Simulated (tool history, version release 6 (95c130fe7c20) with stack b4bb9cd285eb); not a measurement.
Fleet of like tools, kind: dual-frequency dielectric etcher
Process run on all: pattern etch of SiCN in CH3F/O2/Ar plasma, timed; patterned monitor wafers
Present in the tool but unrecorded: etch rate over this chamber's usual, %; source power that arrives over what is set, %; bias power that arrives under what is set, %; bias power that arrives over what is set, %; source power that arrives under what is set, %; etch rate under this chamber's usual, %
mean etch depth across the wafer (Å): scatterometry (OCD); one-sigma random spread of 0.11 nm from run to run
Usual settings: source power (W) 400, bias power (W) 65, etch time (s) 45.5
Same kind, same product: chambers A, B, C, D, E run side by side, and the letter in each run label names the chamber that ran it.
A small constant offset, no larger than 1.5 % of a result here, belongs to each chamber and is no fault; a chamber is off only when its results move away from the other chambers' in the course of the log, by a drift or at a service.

run   hour  source power (W)  bias power (W)  etch time (s)  hours since the last wet clean  hours since the last source power generator calibration  hours since the last bias power generator calibration  read-back reference wafer on the same gauge, depth_nm  mean etch depth across the wafer (Å)
 1C    4.4               400              65           45.5                           431.7                                                   2352.5                                                 2907.3                                                 19.602                                161.45
 2A   10.8               400              65           45.5                           355.2                                                    324.7                                                 1284.8                                                 19.589                                163.39
 3E   17.9               400              65           45.5                            62.4                                                   1733.6                                                 1166.9                                                 19.593                                162.93
 4B   26.7               400              65           45.5                           509.4                                                   1257.8                                                 4491.2                                                 19.612                                165.65
 5D   35.4               400              65           45.5                           192.6                                                   1600.5                                                  725.5                                                 19.604                                163.52
 6B   42.9               400              65           45.5                           525.6                                                     1274                                                 4507.4                                                 19.602                                166.03
 7D     50               400              65           45.5                           207.2                                                   1615.1                                                  740.1                                                 19.589                                167.12
 8E   56.8               400              65           45.5                           101.3                                                   1772.5                                                 1205.8                                                 19.617                                164.61
 9C   65.4               400              65           45.5                           492.7                                                   2413.5                                                 2968.3                                                 19.602                                162.58
10A   72.3               400              65           45.5                           416.7                                                    386.2                                                 1346.3                                                  19.58                                164.08
      73.6  -- chamber B: bias power generator calibrated
      74.7  -- chamber B: wet clean of the chamber
11A   78.5               400              65           45.5                           422.9                                                    392.4                                                 1352.5                                                 19.634                                162.01
12D   87.1               400              65           45.5                           244.3                                                   1652.2                                                  777.2                                                 19.596                                 164.7
      88.7  -- chamber A: wet clean of the chamber
13B   91.5               400              65           45.5                            16.9                                                   1322.6                                                     18                                                  19.58                                166.26
14E  100.1               400              65           45.5                           144.6                                                   1815.8                                                 1249.1                                                 19.593                                163.18
15C  107.9               400              65           45.5                           535.2                                                     2456                                                 3010.8                                                 19.577                                163.49
16C  114.5               400              65           45.5                           541.8                                                   2462.6                                                 3017.4                                                 19.592                                162.33
17E  119.5               400              65           45.5                             164                                                   1835.2                                                 1268.5                                                 19.614                                163.18
18B  129.2               400              65           45.5                            54.6                                                   1360.3                                                   55.7                                                 19.572                                166.77
19A  136.5               400              65           45.5                            47.8                                                    450.4                                                 1410.5                                                 19.592                                163.84
20D  145.2               400              65           45.5                           302.4                                                   1710.3                                                  835.3                                                 19.581                                165.75
21C  149.6               400              65           45.5                           576.9                                                   2497.7                                                 3052.5                                                 19.576                                162.99
22B    154               400              65           45.5                            79.4                                                   1385.1                                                   80.5                                                  19.58                                165.45
23D  161.7               400              65           45.5                           318.9                                                   1726.8                                                  851.8                                                 19.606                                165.54
24A  169.7               400              65           45.5                              81                                                    483.6                                                 1443.7                                                 19.581                                162.39
25E  178.1               400              65           45.5                           222.6                                                   1893.8                                                 1327.1                                                 19.594                                162.96
26C  184.5               400              65           45.5                           611.8                                                   2532.6                                                 3087.4                                                  19.61                                164.56
27A    191               400              65           45.5                           102.3                                                    504.9                                                   1465                                                 19.612                                163.61
28B  198.1               440              73           45.5                           123.5                                                   1429.2                                                  124.6                                                 19.607                                180.22
       205  -- chamber D: wet clean of the chamber
29E  206.8               440              73           45.5                           251.3                                                   1922.5                                                 1355.8                                                 19.603                                177.39
30D  215.4               440              73           45.5                            10.5                                                   1780.5                                                  905.5                                                 19.585                                178.02
31B    223               440              73           45.5                           148.4                                                   1454.1                                                  149.5                                                 19.597                                176.71
32A  227.9               440              73           45.5                           139.2                                                    541.8                                                 1501.9                                                 19.631                                176.12
       230  -- chamber C: wet clean of the chamber
33C  237.6               400              65           45.5                             7.7                                                   2585.7                                                 3140.5                                                 19.585                                162.73

Is one chamber out of step, is the gauge drifting, or do the chambers differ by no more than their own small offsets? For an off chamber, give its letter and the likeliest cause.

Beyond each chamber's small constant offset nothing stands out, and the gauge stays steady.
